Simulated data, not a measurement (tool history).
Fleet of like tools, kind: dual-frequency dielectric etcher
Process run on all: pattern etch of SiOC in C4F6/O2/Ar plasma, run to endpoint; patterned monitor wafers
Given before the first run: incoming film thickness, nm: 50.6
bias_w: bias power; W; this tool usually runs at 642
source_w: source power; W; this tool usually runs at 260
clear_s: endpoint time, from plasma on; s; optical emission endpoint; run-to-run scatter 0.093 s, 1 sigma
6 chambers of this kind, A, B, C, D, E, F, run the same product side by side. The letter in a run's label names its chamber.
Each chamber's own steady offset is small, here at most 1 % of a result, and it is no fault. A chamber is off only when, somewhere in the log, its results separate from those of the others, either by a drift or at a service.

run,hour,bias_w,source_w,hours since the last wet clean,hours since the last bias power generator calibration,hours since the last source power generator calibration,clear_s
1B,8.6,642,260,342.4,2570.9,2357.9,18.273
2A,16.6,642,260,110.6,1900.6,2162.8,18.071
3F,24.2,642,260,276.5,940.1,340.5,18.123
4E,28.5,642,260,103.2,454.6,1470.8,18.018
5D,33.7,642,260,98,1211.7,94.1,18.258
6C,40.7,642,260,78,326.3,4232.4,18.002
7E,49.3,642,260,124,475.4,1491.6,18.16
8F,53.5,642,260,305.8,969.4,369.8,18.126
9C,58.6,642,260,95.9,344.2,4250.3,18.089
10A,67.5,642,260,161.5,1951.5,2213.7,18.126
11B,74.5,642,260,408.3,2636.8,2423.8,18.128
12D,81.7,642,260,146,1259.7,142.1,18.4
13C,90.5,642,240,127.8,376.1,4282.2,18.626
14D,95.2,642,240,159.5,1273.2,155.6,18.718
# hour 97.3: chamber B: wet clean of the chamber
15B,99.6,642,240,2.4,2661.9,2448.9,18.783
16F,107.4,642,240,359.7,1023.3,423.7,18.661
# hour 112.7: chamber B: source power generator calibrated
17E,114.6,642,240,189.3,540.7,1556.9,18.684
18A,123,642,240,217,2007,2269.2,18.232
19F,128.8,642,260,381.1,1044.7,445.1,18.1
20A,135.7,642,260,229.7,2019.7,2281.9,17.891
21C,140,642,260,177.3,425.6,4331.7,18.112
22E,146.7,642,260,221.4,572.8,1589,18.25
23B,155.8,642,260,58.6,2718.1,43.1,18.208
24D,160.2,642,260,224.5,1338.2,220.6,18.412
25F,168.7,642,260,421,1084.6,485,18.217
26D,177,642,260,241.3,1355,237.4,18.239
27A,184.1,642,260,278.1,2068.1,2330.3,17.606
28E,189.2,642,210,263.9,615.3,1631.5,19.43
29C,198.1,642,210,235.4,483.7,4389.8,19.401
30B,205.1,642,210,107.9,2767.4,92.4,19.581
31A,210.9,642,210,304.9,2094.9,2357.1,19.168
32B,215.1,642,210,117.9,2777.4,102.4,19.492
33E,223.1,642,210,297.8,649.2,1665.4,19.591
34D,230.3,642,260,294.6,1408.3,290.7,18.226
35F,235.1,642,260,487.4,1151,551.4,18.309
36C,239.3,642,260,276.6,524.9,4431,17.844

The same settings go to every chamber for the next run, one line per chamber below. Forecast the results for each:
37A,245.9,642,260,,,,?
37B,245.9,642,260,,,,?
37C,245.9,642,260,,,,?
37D,245.9,642,260,,,,?
37E,245.9,642,260,,,,?
37F,245.9,642,260,,,,?

run,clear_s
37A,17.463
37B,18.045
37C,18.169
37D,18.087
37E,18.085
37F,18.231
